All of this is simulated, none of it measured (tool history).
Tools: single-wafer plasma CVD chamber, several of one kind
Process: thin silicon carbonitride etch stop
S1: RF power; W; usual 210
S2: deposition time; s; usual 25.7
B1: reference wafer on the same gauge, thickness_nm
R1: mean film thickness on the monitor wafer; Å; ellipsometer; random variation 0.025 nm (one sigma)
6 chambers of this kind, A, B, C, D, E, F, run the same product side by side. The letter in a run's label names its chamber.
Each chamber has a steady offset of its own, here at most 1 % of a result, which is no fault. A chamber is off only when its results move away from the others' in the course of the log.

run	hour	S1	S2	B1	R1
1E	8	210	25.7	12.502	149.07
2F	17.9	210	25.7	12.505	148.41
3A	27.3	210	25.7	12.508	148.03
4D	36.2	210	25.7	12.506	149.62
5C	45.6	235	27.2	12.508	163.81
6B	51.6	235	27.2	12.515	161.36
7A	59.4	235	27.2	12.51	161.27
8E	68.5	235	27.2	12.52	162.76
9C	76.4	235	27.2	12.511	163.78
10D	85.3	235	27.2	12.523	163.9
11B	92.1	210	25.7	12.52	147.78
12F	104.6	210	25.7	12.525	148.81
13D	117.7	210	25.7	12.524	149.52
14E	127.4	210	25.7	12.531	149.28
15A	134.1	210	29.2	12.537	167.77
16B	147.4	210	29.2	12.537	167.81
17C	154.2	210	29.2	12.54	170.44
18F	167.1	210	29.2	12.542	169.08
19B	174.9	210	29.2	12.541	167.9
20F	185.3	210	29.2	12.536	169.81
21D	195.1	210	25.7	12.547	149.54
22C	205.2	210	25.7	12.554	150.08
23E	213.8	210	22	12.552	127.89
24A	225.4	210	22	12.555	126.85
25A	233.8	210	22	12.553	126.51
26D	243.4	210	22	12.558	128.12
27C	249.8	210	22	12.56	128.35
28B	258.2	210	22	12.559	126.68
29F	268.6	210	25.7	12.563	148.95
30E	276.4	210	25.7	12.563	149.46
31C	285.2	210	25.7	12.57	149.91
32E	294.1	210	25.7	12.571	149.65
33B	306.2	210	25.7	12.574	148.34
34A	317.1	210	25.7	12.576	148.37
35D	323.7	210	25.7	12.574	149.57
36F	334.9	210	25.7	12.584	149.28
37F	342.9	210	22.4	12.578	130.71
38D	354	210	22.4	12.592	130.73

Next, every chamber runs the same settings. What will each give?
39A	363.6	210	25.7		?
39B	363.6	210	25.7		?
39C	363.6	210	25.7		?
39D	363.6	210	25.7		?
39E	363.6	210	25.7		?
39F	363.6	210	25.7		?

run	R1
39A	148.41
39B	148.19
39C	150.37
39D	149.53
39E	149.82
39F	149.54
